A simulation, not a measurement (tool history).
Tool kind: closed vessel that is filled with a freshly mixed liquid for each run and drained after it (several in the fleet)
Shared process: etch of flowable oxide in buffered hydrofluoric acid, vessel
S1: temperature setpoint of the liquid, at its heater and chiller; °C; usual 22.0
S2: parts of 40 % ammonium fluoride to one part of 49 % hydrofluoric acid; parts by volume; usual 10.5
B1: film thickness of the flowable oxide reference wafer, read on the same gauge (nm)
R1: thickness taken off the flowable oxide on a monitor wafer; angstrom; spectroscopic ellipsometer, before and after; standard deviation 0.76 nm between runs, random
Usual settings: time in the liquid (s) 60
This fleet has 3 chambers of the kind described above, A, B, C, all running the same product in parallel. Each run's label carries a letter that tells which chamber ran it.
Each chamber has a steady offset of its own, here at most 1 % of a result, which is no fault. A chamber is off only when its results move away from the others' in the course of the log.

{"run": "1A", "day": 0.212, "S1": 22.0, "S2": 10.5, "time in the liquid (s)": 60, "B1": 119.97, "R1": 2396.2}
{"day": 0.525, "done": "chamber C: hydrofluoric acid flow meter replaced"}
{"run": "2B", "day": 0.612, "S1": 22.0, "S2": 10.5, "time in the liquid (s)": 60, "B1": 119.99, "R1": 2412.9}
{"run": "3C", "day": 0.912, "S1": 22.0, "S2": 10.5, "time in the liquid (s)": 60, "B1": 120.02, "R1": 2423.0}
{"run": "4A", "day": 1.112, "S1": 22.0, "S2": 10.5, "time in the liquid (s)": 60, "B1": 119.99, "R1": 2414.7}
{"run": "5B", "day": 1.367, "S1": 22.0, "S2": 10.5, "time in the liquid (s)": 80, "B1": 120.07, "R1": 3211.3}
{"run": "6C", "day": 1.688, "S1": 22.0, "S2": 10.5, "time in the liquid (s)": 80, "B1": 120.0, "R1": 3238.3}
{"run": "7A", "day": 2.133, "S1": 22.0, "S2": 10.5, "time in the liquid (s)": 80, "B1": 119.96, "R1": 3201.3}
{"run": "8B", "day": 2.392, "S1": 22.0, "S2": 10.5, "time in the liquid (s)": 60, "B1": 119.99, "R1": 2404.4}
{"run": "9C", "day": 2.8, "S1": 22.0, "S2": 10.5, "time in the liquid (s)": 60, "B1": 120.05, "R1": 2420.4}
{"run": "10C", "day": 3.146, "S1": 25.0, "S2": 10.5, "time in the liquid (s)": 60, "B1": 120.01, "R1": 2849.2}
{"run": "11B", "day": 3.362, "S1": 25.0, "S2": 10.5, "time in the liquid (s)": 60, "B1": 119.96, "R1": 2827.1}
{"day": 3.379, "done": "chamber A: thermometer replaced"}
{"run": "12A", "day": 3.717, "S1": 25.0, "S2": 10.5, "time in the liquid (s)": 60, "B1": 120.01, "R1": 2837.8}
{"run": "13C", "day": 4.129, "S1": 22.0, "S2": 10.5, "time in the liquid (s)": 60, "B1": 120.01, "R1": 2427.3}
{"run": "14A", "day": 4.471, "S1": 26.5, "S2": 10.5, "time in the liquid (s)": 60, "B1": 119.95, "R1": 3074.8}
{"run": "15B", "day": 4.679, "S1": 26.5, "S2": 10.5, "time in the liquid (s)": 60, "B1": 120.02, "R1": 3074.7}
{"run": "16C", "day": 5.108, "S1": 26.5, "S2": 10.5, "time in the liquid (s)": 60, "B1": 119.99, "R1": 3104.6}
{"run": "17A", "day": 5.471, "S1": 22.0, "S2": 10.5, "time in the liquid (s)": 60, "B1": 120.02, "R1": 2390.0}
{"run": "18B", "day": 5.875, "S1": 22.0, "S2": 10.5, "time in the liquid (s)": 60, "B1": 119.97, "R1": 2391.8}
{"run": "19B", "day": 6.083, "S1": 22.0, "S2": 10.5, "time in the liquid (s)": 60, "B1": 120.02, "R1": 2402.0}
{"run": "20A", "day": 6.329, "S1": 22.0, "S2": 10.5, "time in the liquid (s)": 60, "B1": 120.03, "R1": 2399.3}
{"run": "21C", "day": 6.662, "S1": 22.0, "S2": 10.5, "time in the liquid (s)": 60, "B1": 119.99, "R1": 2414.8}
{"run": "22C", "day": 7.092, "S1": 22.0, "S2": 10.5, "time in the liquid (s)": 60, "B1": 120.02, "R1": 2415.2}
{"run": "23A", "day": 7.479, "S1": 18.5, "S2": 8.0, "time in the liquid (s)": 60, "B1": 120.04, "R1": 2501.9}
{"run": "24B", "day": 7.862, "S1": 18.5, "S2": 8.0, "time in the liquid (s)": 60, "B1": 119.97, "R1": 2508.2}
{"run": "25B", "day": 8.146, "S1": 18.5, "S2": 8.0, "time in the liquid (s)": 60, "B1": 119.95, "R1": 2515.3}
{"run": "26C", "day": 8.442, "S1": 22.0, "S2": 10.5, "time in the liquid (s)": 60, "B1": 119.98, "R1": 2416.5}

Is one chamber off against the others, does the gauge drift, or is nothing wrong? If a chamber is off, say which, and what the likeliest cause is.

The fleet is healthy, with each chamber sitting at its usual small offset and no drift in the gauge.
